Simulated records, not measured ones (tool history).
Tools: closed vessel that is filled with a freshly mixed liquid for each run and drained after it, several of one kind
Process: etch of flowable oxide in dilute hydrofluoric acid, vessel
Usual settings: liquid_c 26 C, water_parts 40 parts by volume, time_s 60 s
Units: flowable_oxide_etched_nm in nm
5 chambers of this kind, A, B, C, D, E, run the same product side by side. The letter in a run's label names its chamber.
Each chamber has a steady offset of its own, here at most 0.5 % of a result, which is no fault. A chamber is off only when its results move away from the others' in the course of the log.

run	hour	liquid_c	water_parts	time_s	read-back film thickness of the flowable oxide reference wafer, read on the same gauge (nm)	flowable_oxide_etched_nm
1D	6.9	26	40	60	80.008	69.106
2E	11.9	26	40	60	79.978	68.109
# hour 12.8: chamber C: thermometer replaced
3A	17.9	26	40	60	80.004	67.96
4B	23.6	26	40	60	79.995	69.163
5C	28.3	26	40	60	79.984	68.825
6B	34.2	26	40	60	79.987	67.995
7A	43	26	40	60	79.98	69.283
8C	52	26	40	60	80.005	68.695
9D	57.5	26	40	60	79.975	68.734
10E	63.5	26	40	60	79.995	69.668
11B	71.7	26	40	60	80.002	69.046
12C	79.5	26	40	30	80.005	34.215
# hour 81.2: chamber D: hydrofluoric acid flow meter replaced
13E	88.5	26	40	30	80.013	34.477
14A	94.2	26	40	30	80.034	34.323
15D	99.3	26	40	30	79.98	34.017
16A	106.3	26	40	30	80.018	33.364
17E	111	26	40	60	80.028	69.089
18B	117.1	24.5	40	60	80.009	64.997
19C	123.7	24.5	40	60	79.997	64.803
20D	130.9	24.5	40	60	80.03	65.06
21D	136.3	24.5	40	60	79.992	64.01
22E	144.2	24.5	40	60	79.98	64.988
23A	152.3	26	40	60	80.021	66.907
24C	161.5	26	40	60	80.017	68.855
25B	166.6	26	40	60	79.991	68.354
# hour 170.9: chamber C: hydrofluoric acid flow meter replaced
26A	171.3	26	40	60	79.992	64.7
27C	176.9	26	40	60	79.987	68.233
28E	182	26	40	60	79.991	68.969
29D	191.4	26	40	60	80.005	68.333
30B	200.4	26	40	60	79.974	68.238
31E	208.6	26	40	60	79.966	69.106
32C	216.8	26	40	60	79.994	68.757
33B	221.1	26	40	60	79.974	68.492
34A	229.3	26	40	60	79.994	62.549
35D	234.7	26	40	60	80.008	68.406

All 5 chambers run these settings next. Forecast each chamber's results:
36A	241.5	26	30	60		?
36B	241.5	26	30	60		?
36C	241.5	26	30	60		?
36D	241.5	26	30	60		?
36E	241.5	26	30	60		?

run	flowable_oxide_etched_nm
36A	83.739
36B	92.174
36C	93.348
36D	95.111
36E	92.944

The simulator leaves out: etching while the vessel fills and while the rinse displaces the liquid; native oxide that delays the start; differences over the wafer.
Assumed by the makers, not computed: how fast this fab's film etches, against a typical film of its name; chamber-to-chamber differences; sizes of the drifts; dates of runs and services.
